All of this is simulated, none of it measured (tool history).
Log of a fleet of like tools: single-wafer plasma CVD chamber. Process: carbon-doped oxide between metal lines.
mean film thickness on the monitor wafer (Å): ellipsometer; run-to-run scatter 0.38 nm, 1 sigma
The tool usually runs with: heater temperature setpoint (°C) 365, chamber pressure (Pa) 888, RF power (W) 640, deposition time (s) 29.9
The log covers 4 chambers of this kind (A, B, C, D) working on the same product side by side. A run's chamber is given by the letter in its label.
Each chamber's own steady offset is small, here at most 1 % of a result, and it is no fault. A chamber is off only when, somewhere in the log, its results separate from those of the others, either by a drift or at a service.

run,hour,heater temperature setpoint (°C),chamber pressure (Pa),RF power (W),deposition time (s),"read-back reference wafer on the same gauge, thickness_nm",mean film thickness on the monitor wafer (Å)
1B,9.4,365,888,640,29.9,161.03,1781.8
2A,17.1,365,888,640,29.9,160.98,1757.2
3D,25.8,365,888,640,29.9,160.88,1762.8
4C,37.4,365,888,640,29.9,161.02,1762.5
5B,46.1,365,888,640,29.9,161.07,1784.5
6D,55.4,365,888,640,29.9,160.9,1769.1
7C,63.3,365,888,640,29.9,160.88,1763.2
8A,68.8,365,888,745,29.9,160.95,1940.9
9A,76.7,365,888,745,29.9,161.03,1933.3
10C,85.1,365,888,745,29.9,160.99,1934.3
11D,93.3,365,888,745,29.9,161.06,1929.4
12B,102.2,365,888,640,29.9,161.05,1788.7
13D,108.9,365,888,640,29.9,161.09,1757.7
14A,117.5,365,787,640,31.7,161,1846.8
15C,124.7,365,787,640,31.7,160.99,1844.1
16B,136.1,365,787,640,31.7,161,1867.1
17D,142.1,365,787,640,31.7,160.97,1847.6
18A,152.9,365,888,640,29.9,161.06,1765.4
19C,158.1,365,888,640,29.9,161,1769
# hour 158.9: chamber A: capacitance manometer re-zeroed and calibrated
20B,167.5,365,888,715,29.9,161,1905.5
21C,179.4,365,888,715,29.9,160.97,1885.2
22D,190,365,888,715,29.9,161.04,1878.8
23A,198.9,365,888,715,29.9,160.94,1886.5
24B,210,365,888,640,29.9,161.03,1785.5
25D,216.5,365,888,640,29.9,161.01,1769.4
26C,227.2,357,1072,640,29.9,161.04,1828.1
27B,237.4,357,1072,640,29.9,160.94,1840.2
28A,245.9,357,1072,640,29.9,160.89,1818.5
29C,253.8,357,1072,640,29.9,161.02,1824.4
30A,263.8,365,888,640,29.9,161.01,1768.4
31D,271.6,365,888,640,29.9,160.93,1757.8
32B,281.7,365,888,640,29.9,161.01,1783.3
33A,289.9,365,888,640,29.9,160.99,1764.8
34C,297.7,365,888,640,29.9,160.91,1763.2
35B,308.3,365,888,640,29.9,160.98,1783.9
36D,316.2,365,888,640,29.9,161.12,1765.3
37B,325.8,365,888,640,29.9,160.99,1788.1
38C,333.3,365,888,640,29.9,160.96,1763.3
39A,342.1,365,888,640,29.9,160.99,1768.8

Decide between three cases: one chamber stands off from its peers, the gauge reading all wafers drifts, or nothing is wrong past each chamber's small offset. Where a chamber is off, say which and what most likely put it there.

No chamber is off and the gauge is stable; the differences are just each chamber's small, constant offset.

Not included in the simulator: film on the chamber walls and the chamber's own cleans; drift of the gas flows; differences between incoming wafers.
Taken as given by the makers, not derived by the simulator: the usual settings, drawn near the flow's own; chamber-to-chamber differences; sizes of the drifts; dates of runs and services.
